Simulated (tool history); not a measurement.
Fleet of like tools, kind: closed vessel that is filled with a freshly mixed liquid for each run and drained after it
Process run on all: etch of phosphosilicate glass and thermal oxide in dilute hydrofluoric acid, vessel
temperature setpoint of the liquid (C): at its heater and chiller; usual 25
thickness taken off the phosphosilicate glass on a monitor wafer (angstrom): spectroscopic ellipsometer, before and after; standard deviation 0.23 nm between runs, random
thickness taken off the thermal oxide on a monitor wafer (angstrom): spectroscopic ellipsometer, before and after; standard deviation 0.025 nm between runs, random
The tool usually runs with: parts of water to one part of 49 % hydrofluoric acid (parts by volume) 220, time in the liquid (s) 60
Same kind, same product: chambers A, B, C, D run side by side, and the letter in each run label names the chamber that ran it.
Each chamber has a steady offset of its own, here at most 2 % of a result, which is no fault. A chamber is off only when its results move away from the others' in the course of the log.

run,hour,temperature setpoint of the liquid (C),parts of water to one part of 49 % hydrofluoric acid (parts by volume),time in the liquid (s),hours since the thermometer was replaced,hours since the hydrofluoric acid flow meter was replaced,"read-back film thickness of the phosphosilicate glass reference wafer, read on the same gauge (nm)","read-back film thickness of the thermal oxide reference wafer, read on the same gauge (nm)",thickness taken off the phosphosilicate glass on a monitor wafer (angstrom),thickness taken off the thermal oxide on a monitor wafer (angstrom)
1C,6.1,25,220,60,407.4,1319.3,40.001,110.01,355.72,10.907
2A,10.6,25,220,60,1168.9,676.6,39.991,110,357.56,11.602
3D,16.4,25,220,60,1279.1,1888.7,39.997,109.99,355.96,11.197
4B,21.2,25,220,60,243,1067,39.997,109.97,354.23,10.739
5C,25.4,25,220,60,426.7,1338.6,39.998,110.02,358.05,11.004
6D,29.9,25,220,60,1292.6,1902.2,39.977,110.01,358.21,10.996
7B,35.4,25,220,60,257.2,1081.2,40.001,110.02,355.95,11.03
8A,41.5,27,220,60,1199.8,707.5,39.987,109.99,378.6,12.003
9B,47.4,27,220,60,269.2,1093.2,39.985,109.98,374.56,11.994
10A,54.2,27,220,60,1212.5,720.2,39.98,110,378.96,12.073
11D,59,27,220,60,1321.7,1931.3,39.995,110.01,391.7,12.391
12C,65.9,25,220,60,467.2,1379.1,39.999,110,353.2,11.144
13C,69.1,25,220,60,470.4,1382.3,40.011,110,355.29,11.018
14A,72.5,25,220,60,1230.8,738.5,40.004,110.01,355.25,11.209
15B,76.9,25,220,60,298.7,1122.7,40.005,109.99,352.79,10.914
16D,80.3,25,220,60,1343,1952.6,39.985,109.99,353.86,11.662
17D,86.2,25,220,60,1348.9,1958.5,39.999,110.01,361.94,11.562
18A,90.9,25,220,60,1249.2,756.9,39.996,110.01,355.31,11.413
19B,94.3,25,220,60,316.1,1140.1,40.002,110.01,348.09,11.739
20C,99.7,25,220,60,501,1412.9,40.002,110,356.72,11.623
21A,105.6,25,220,60,1263.9,771.6,40.008,110.04,358.15,11.067
22B,111.2,25,255,35,333,1157,40.005,110,172.52,5.4983
23D,116.9,25,255,35,1379.6,1989.2,39.991,110.02,173.63,5.3683
24C,122.9,25,255,35,524.2,1436.1,39.992,110.01,174.14,5.5553
25C,129.5,25,255,35,530.8,1442.7,40.003,110.02,171.6,5.4519
26D,135.4,25,180,90,1398.1,2007.7,40.009,109.99,686.37,22.117
27A,141.4,25,180,90,1299.7,807.4,39.981,110.03,675.3,21.96
28B,145.6,25,180,90,367.4,1191.4,40.008,110,666.11,20.898
29C,152.6,25,180,90,553.9,1465.8,39.997,110.02,681.18,21.605
30D,156.9,25,220,60,1419.6,2029.2,40,110,353.77,10.947
31B,162.8,25,220,60,384.6,1208.6,40.005,110.01,356.46,11.2
32A,168.6,25,220,60,1326.9,834.6,40.021,110.03,352.4,11.417
33C,172.5,25,220,60,573.8,1485.7,40,110.01,359.8,11.331
34A,178.7,25,220,60,1337,844.7,39.992,110.01,353.46,11.433
35B,182.5,25,220,60,404.3,1228.3,39.983,110,350.93,11.137

Decide between three cases: one chamber stands off from its peers, the gauge reading all wafers drifts, or nothing is wrong past each chamber's small offset. Where a chamber is off, say which and what most likely put it there.

No chamber is off and the gauge is stable; the differences are just each chamber's small, constant offset.
